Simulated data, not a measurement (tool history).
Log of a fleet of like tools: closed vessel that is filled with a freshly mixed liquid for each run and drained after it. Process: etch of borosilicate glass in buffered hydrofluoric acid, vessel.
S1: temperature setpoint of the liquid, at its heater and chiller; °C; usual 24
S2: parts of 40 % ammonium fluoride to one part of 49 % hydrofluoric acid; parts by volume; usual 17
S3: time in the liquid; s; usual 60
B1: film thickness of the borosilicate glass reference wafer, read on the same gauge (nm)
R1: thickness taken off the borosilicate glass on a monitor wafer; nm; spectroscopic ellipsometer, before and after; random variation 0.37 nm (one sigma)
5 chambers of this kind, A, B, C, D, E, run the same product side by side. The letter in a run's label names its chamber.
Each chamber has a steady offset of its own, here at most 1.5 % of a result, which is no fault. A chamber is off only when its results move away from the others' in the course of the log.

{"run": "1E", "hour": 14.1, "S1": 24, "S2": 17, "S3": 60, "B1": 39.974, "R1": 44.895}
{"hour": 24.6, "done": "chamber B: hydrofluoric acid flow meter replaced"}
{"run": "2B", "hour": 28.9, "S1": 24, "S2": 17, "S3": 60, "B1": 39.997, "R1": 44.317}
{"run": "3C", "hour": 38.2, "S1": 24, "S2": 17, "S3": 60, "B1": 40.021, "R1": 44.13}
{"run": "4A", "hour": 47.6, "S1": 24, "S2": 17, "S3": 60, "B1": 39.992, "R1": 44.161}
{"run": "5D", "hour": 59.1, "S1": 24, "S2": 17, "S3": 60, "B1": 40.012, "R1": 44.33}
{"hour": 66.4, "done": "chamber C: thermometer replaced"}
{"run": "6D", "hour": 70.5, "S1": 24, "S2": 17, "S3": 60, "B1": 39.975, "R1": 43.709}
{"run": "7C", "hour": 81.3, "S1": 24, "S2": 17, "S3": 60, "B1": 40.003, "R1": 43.87}
{"run": "8E", "hour": 89.6, "S1": 24, "S2": 17, "S3": 60, "B1": 40.004, "R1": 44.824}
{"run": "9A", "hour": 104.3, "S1": 24, "S2": 17, "S3": 60, "B1": 39.953, "R1": 44.882}
{"run": "10B", "hour": 114.8, "S1": 24, "S2": 17, "S3": 60, "B1": 40.034, "R1": 43.998}
{"run": "11C", "hour": 122.2, "S1": 24, "S2": 17, "S3": 60, "B1": 40.013, "R1": 45.143}
{"run": "12E", "hour": 133.2, "S1": 24, "S2": 17, "S3": 60, "B1": 40.009, "R1": 44.861}
{"run": "13A", "hour": 145.5, "S1": 24, "S2": 17, "S3": 60, "B1": 40.01, "R1": 44.832}
{"run": "14B", "hour": 153.7, "S1": 24, "S2": 17, "S3": 60, "B1": 40.014, "R1": 43.383}
{"run": "15D", "hour": 161.9, "S1": 24, "S2": 17, "S3": 60, "B1": 39.985, "R1": 45.119}
{"hour": 167.6, "done": "chamber D: thermometer replaced"}
{"run": "16A", "hour": 172.6, "S1": 24, "S2": 17, "S3": 60, "B1": 40.013, "R1": 44.274}
{"run": "17C", "hour": 186.1, "S1": 24, "S2": 12.5, "S3": 60, "B1": 40.002, "R1": 60.18}
{"run": "18E", "hour": 194.8, "S1": 24, "S2": 12.5, "S3": 60, "B1": 39.987, "R1": 61.602}
{"run": "19D", "hour": 205.3, "S1": 24, "S2": 12.5, "S3": 60, "B1": 39.999, "R1": 59.256}
{"run": "20B", "hour": 218.4, "S1": 24, "S2": 12.5, "S3": 60, "B1": 40.002, "R1": 60.27}
{"run": "21E", "hour": 229.5, "S1": 24, "S2": 12.5, "S3": 60, "B1": 39.989, "R1": 60.267}
{"run": "22B", "hour": 244.5, "S1": 24, "S2": 17, "S3": 60, "B1": 39.984, "R1": 44.189}
{"run": "23A", "hour": 257.9, "S1": 24, "S2": 17, "S3": 60, "B1": 39.982, "R1": 44.582}
{"run": "24C", "hour": 266.8, "S1": 24, "S2": 17, "S3": 60, "B1": 39.985, "R1": 44.055}
{"run": "25D", "hour": 280.0, "S1": 22, "S2": 17, "S3": 85, "B1": 39.984, "R1": 58.922}
{"run": "26B", "hour": 291.7, "S1": 22, "S2": 17, "S3": 85, "B1": 39.992, "R1": 55.799}
{"run": "27A", "hour": 304.5, "S1": 22, "S2": 17, "S3": 85, "B1": 39.992, "R1": 57.221}
{"run": "28E", "hour": 316.9, "S1": 22, "S2": 17, "S3": 85, "B1": 39.985, "R1": 57.358}
{"run": "29D", "hour": 323.8, "S1": 22, "S2": 17, "S3": 85, "B1": 40.027, "R1": 58.882}
{"run": "30C", "hour": 339.3, "S1": 24, "S2": 17, "S3": 60, "B1": 40.002, "R1": 45.534}
{"run": "31C", "hour": 354.6, "S1": 24, "S2": 17, "S3": 60, "B1": 39.986, "R1": 45.022}
{"run": "32E", "hour": 366.4, "S1": 24, "S2": 17, "S3": 60, "B1": 39.984, "R1": 44.154}
{"run": "33A", "hour": 376.9, "S1": 24, "S2": 17, "S3": 60, "B1": 39.954, "R1": 44.421}
{"run": "34B", "hour": 385.2, "S1": 24, "S2": 17, "S3": 60, "B1": 40.036, "R1": 44.213}
{"run": "35D", "hour": 392.8, "S1": 24, "S2": 17, "S3": 60, "B1": 39.981, "R1": 47.349}

Is one chamber off against the others, does the gauge drift, or is nothing wrong? If a chamber is off, say which, and what the likeliest cause is.

Chamber D drifts away from the others.
Cause: hydrofluoric acid flow above the setpoint (%) = 9.36.
The log may not tell that from: liquid hotter than its thermometer reads (K).

Here are 4 candidates for chamber D's next run, each the usual settings with a change, their results left as question marks. Which one brings its results back in line with what the others give on the usual settings?
In line means no further than this from the other chambers' mean on the usual settings: R1 1.3 nm
{"run": "36D-1", "hour": 404.2, "S1": 24, "S2": 18.5, "S3": 60, "R1": "?"}
{"run": "36D-2", "hour": 404.2, "S1": 24, "S2": 17.5, "S3": 60, "R1": "?"}
{"run": "36D-3", "hour": 404.2, "S1": 24, "S2": 16.5, "S3": 60, "R1": "?"}
{"run": "36D-4", "hour": 404.2, "S1": 24, "S2": 15.5, "S3": 60, "R1": "?"}

The other chambers' mean on the usual settings: R1 44.469 nm
run=36D-1 R1=44.443
run=36D-2 R1=46.928
run=36D-3 R1=49.707
run=36D-4 R1=52.84
36D-1 brings the chamber back in line.
